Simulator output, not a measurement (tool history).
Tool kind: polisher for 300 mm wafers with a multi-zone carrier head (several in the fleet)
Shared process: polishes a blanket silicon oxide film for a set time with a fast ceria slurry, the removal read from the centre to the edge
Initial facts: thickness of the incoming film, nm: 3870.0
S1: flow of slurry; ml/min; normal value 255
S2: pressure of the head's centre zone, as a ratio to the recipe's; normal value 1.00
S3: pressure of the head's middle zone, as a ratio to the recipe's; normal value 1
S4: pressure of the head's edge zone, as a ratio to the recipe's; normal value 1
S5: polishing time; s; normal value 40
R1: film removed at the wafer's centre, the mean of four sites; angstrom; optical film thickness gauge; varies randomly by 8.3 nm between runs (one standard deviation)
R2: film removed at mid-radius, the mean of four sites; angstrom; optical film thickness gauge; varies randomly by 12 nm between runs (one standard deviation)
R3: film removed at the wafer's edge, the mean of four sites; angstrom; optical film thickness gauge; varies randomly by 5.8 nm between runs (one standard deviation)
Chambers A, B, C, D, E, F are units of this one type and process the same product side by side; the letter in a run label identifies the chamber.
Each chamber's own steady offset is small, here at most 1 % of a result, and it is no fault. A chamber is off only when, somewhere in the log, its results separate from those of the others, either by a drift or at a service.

| run | day | S1 | S2 | S3 | S4 | S5 | R1 | R2 | R3 |
|---|---|---|---|---|---|---|---|---|---|
| 1C | 0.404 | 255 | 1.00 | 1 | 1 | 40 | 7703.5 | 7780.4 | 7811.6 |
|  | 0.596 | chamber F: worn pad replaced by a new one |
|  | 0.750 | chamber F: slurry nozzle cleaned |
| 2A | 0.788 | 255 | 1.00 | 1 | 1 | 40 | 7802.1 | 7681.4 | 7916.4 |
|  | 0.983 | chamber E: worn pad replaced by a new one |
| 3D | 1.138 | 255 | 1.00 | 1 | 1 | 40 | 7969.1 | 7778.0 | 7810.6 |
| 4F | 1.354 | 255 | 1.00 | 1 | 1 | 40 | 7775.3 | 8006.1 | 7843.4 |
| 5B | 1.750 | 225 | 0.93 | 1 | 1 | 40 | 7083.6 | 7771.8 | 7770.6 |
| 6E | 2.200 | 225 | 0.93 | 1 | 1 | 40 | 7050.7 | 7556.9 | 7847.7 |
|  | 2.358 | chamber A: centre zone pressure recalibrated |
| 7F | 2.433 | 225 | 0.93 | 1 | 1 | 40 | 7055.2 | 7752.1 | 7731.9 |
|  | 2.483 | chamber A: worn pad replaced by a new one |
| 8D | 2.700 | 225 | 0.93 | 1 | 1 | 40 | 7198.5 | 7701.8 | 7706.2 |
| 9A | 2.904 | 225 | 0.93 | 1 | 1 | 40 | 7022.1 | 7692.7 | 7663.1 |
| 10E | 3.142 | 225 | 0.93 | 1 | 1 | 40 | 7048.3 | 7624.3 | 7772.3 |
|  | 3.442 | chamber F: worn pad replaced by a new one |
|  | 3.446 | chamber C: worn pad replaced by a new one |
|  | 3.446 | chamber A: slurry nozzle cleaned |
| 11B | 3.479 | 215 | 1.00 | 1 | 1 | 40 | 7689.3 | 7800.1 | 7736.0 |
| 12C | 3.754 | 215 | 1.00 | 1 | 1 | 40 | 7756.3 | 7850.2 | 7731.7 |
| 13E | 3.954 | 215 | 1.00 | 1 | 1 | 40 | 7571.7 | 7615.2 | 7783.2 |
|  | 4.254 | chamber B: worn pad replaced by a new one |
|  | 4.317 | chamber C: slurry nozzle cleaned |
| 14A | 4.408 | 215 | 1.00 | 1 | 1 | 40 | 7671.0 | 7701.3 | 7701.6 |
|  | 4.454 | chamber E: worn pad replaced by a new one |
| 15F | 4.675 | 215 | 1.00 | 1 | 1 | 40 | 7617.0 | 7752.5 | 7736.7 |
| 16D | 5.117 | 215 | 1.00 | 1 | 1 | 40 | 7789.3 | 7727.7 | 7717.7 |
|  | 5.125 | chamber A: worn pad replaced by a new one |
| 17C | 5.512 | 255 | 1.00 | 1 | 1 | 40 | 7872.0 | 7841.9 | 7794.5 |
|  | 5.683 | chamber D: worn pad replaced by a new one |
| 18B | 5.883 | 255 | 1.00 | 1 | 1 | 40 | 7821.4 | 7750.7 | 7768.5 |
| 19A | 6.188 | 255 | 1.00 | 1 | 1 | 40 | 7747.5 | 7707.5 | 7899.7 |
| 20D | 6.442 | 185 | 1.00 | 1 | 1 | 50 | 9282.0 | 9609.0 | 9502.1 |
|  | 6.475 | chamber F: worn pad replaced by a new one |
| 21F | 6.842 | 185 | 1.00 | 1 | 1 | 50 | 9360.2 | 9499.2 | 9507.3 |
|  | 6.875 | chamber A: edge zone pressure recalibrated |
| 22B | 7.062 | 185 | 1.00 | 1 | 1 | 50 | 9388.4 | 9459.9 | 9484.7 |
| 23C | 7.288 | 185 | 1.00 | 1 | 1 | 50 | 9275.1 | 9421.2 | 9354.0 |
| 24E | 7.488 | 185 | 1.00 | 1 | 1 | 50 | 9324.4 | 9212.8 | 9474.1 |
|  | 7.521 | chamber A: worn pad replaced by a new one |
|  | 7.554 | chamber E: worn pad replaced by a new one |
| 25F | 7.725 | 185 | 1.00 | 1 | 1 | 50 | 9727.8 | 9132.0 | 9388.0 |
|  | 7.779 | chamber C: worn pad replaced by a new one |
|  | 7.862 | chamber B: slurry nozzle cleaned |
| 26A | 8.092 | 255 | 1.00 | 1 | 1 | 40 | 7875.3 | 7846.8 | 7694.6 |
| 27E | 8.450 | 255 | 1.00 | 1 | 1 | 40 | 7769.0 | 7855.9 | 7872.8 |
| 28C | 8.833 | 255 | 1.00 | 1 | 1 | 40 | 7877.3 | 7618.7 | 7799.3 |
|  | 8.962 | chamber B: worn pad replaced by a new one |
| 29B | 9.150 | 255 | 1.00 | 1 | 1 | 40 | 7857.5 | 7757.1 | 7893.7 |
|  | 9.333 | chamber F: worn pad replaced by a new one |
| 30D | 9.542 | 255 | 1.00 | 1 | 1 | 40 | 7941.1 | 7922.6 | 7828.4 |
|  | 9.704 | chamber A: worn pad replaced by a new one |
|  | 9.708 | chamber D: slurry nozzle cleaned |
| 31E | 9.933 | 255 | 1.00 | 1 | 1 | 40 | 7741.1 | 7607.6 | 7771.9 |
| 32F | 10.367 | 195 | 0.90 | 1 | 1 | 40 | 7294.8 | 7603.9 | 7669.8 |
| 33D | 10.779 | 195 | 0.90 | 1 | 1 | 40 | 6751.9 | 7492.3 | 7650.6 |
| 34A | 11.221 | 195 | 0.90 | 1 | 1 | 40 | 6650.8 | 7315.6 | 7587.3 |
| 35B | 11.446 | 195 | 0.90 | 1 | 1 | 40 | 6654.9 | 7387.2 | 7537.6 |
| 36C | 11.879 | 195 | 0.90 | 1 | 1 | 40 | 6616.9 | 7670.8 | 7632.4 |
|  | 12.050 | chamber F: worn pad replaced by a new one |
| 37F | 12.333 | 195 | 0.90 | 1 | 1 | 40 | 7244.9 | 7504.7 | 7694.7 |

Is one chamber off against the others, does the gauge drift, or is nothing wrong? If a chamber is off, say which, and what the likeliest cause is.

Chamber F drifts away from the others.
Likeliest cause: centre zone's pressure above its setpoint, % = 9.57.

Below are 4 candidate recipes for chamber F's next run, each the usual settings with a change, their results shown as question marks. Which of them brings F's results back in line with what the other chambers give on the usual settings?
To be in line, a result may differ from the other chambers' mean on the usual settings by at most: R1 290.0 angstrom; R2 410.0 angstrom; R3 200.0 angstrom
| 38F-1 | 12.658 | 260 | 1.07 | 0.99 | 0.98 | 40 | ? | ? | ? |
| 38F-2 | 12.658 | 250 | 0.93 | 1.01 | 1.02 | 40 | ? | ? | ? |
| 38F-3 | 12.658 | 255 | 0.98 | 1.00 | 1.01 | 40 | ? | ? | ? |
| 38F-4 | 12.658 | 255 | 1.02 | 1.00 | 0.99 | 40 | ? | ? | ? |

Average result of the remaining chambers running the usual settings: R1 7815.0 angstrom; R2 7809.2 angstrom; R3 7821.0 angstrom
| run | R1 | R2 | R3 |
|---|---|---|---|
| 38F-1 | 9175.0 | 7744.7 | 7768.8 |
| 38F-2 | 7845.4 | 7855.7 | 7905.4 |
| 38F-3 | 8325.1 | 7801.5 | 7879.2 |
| 38F-4 | 8692.9 | 7799.8 | 7796.0 |
The answer is 38F-2, which returns the chamber to within the allowed miss of the others.
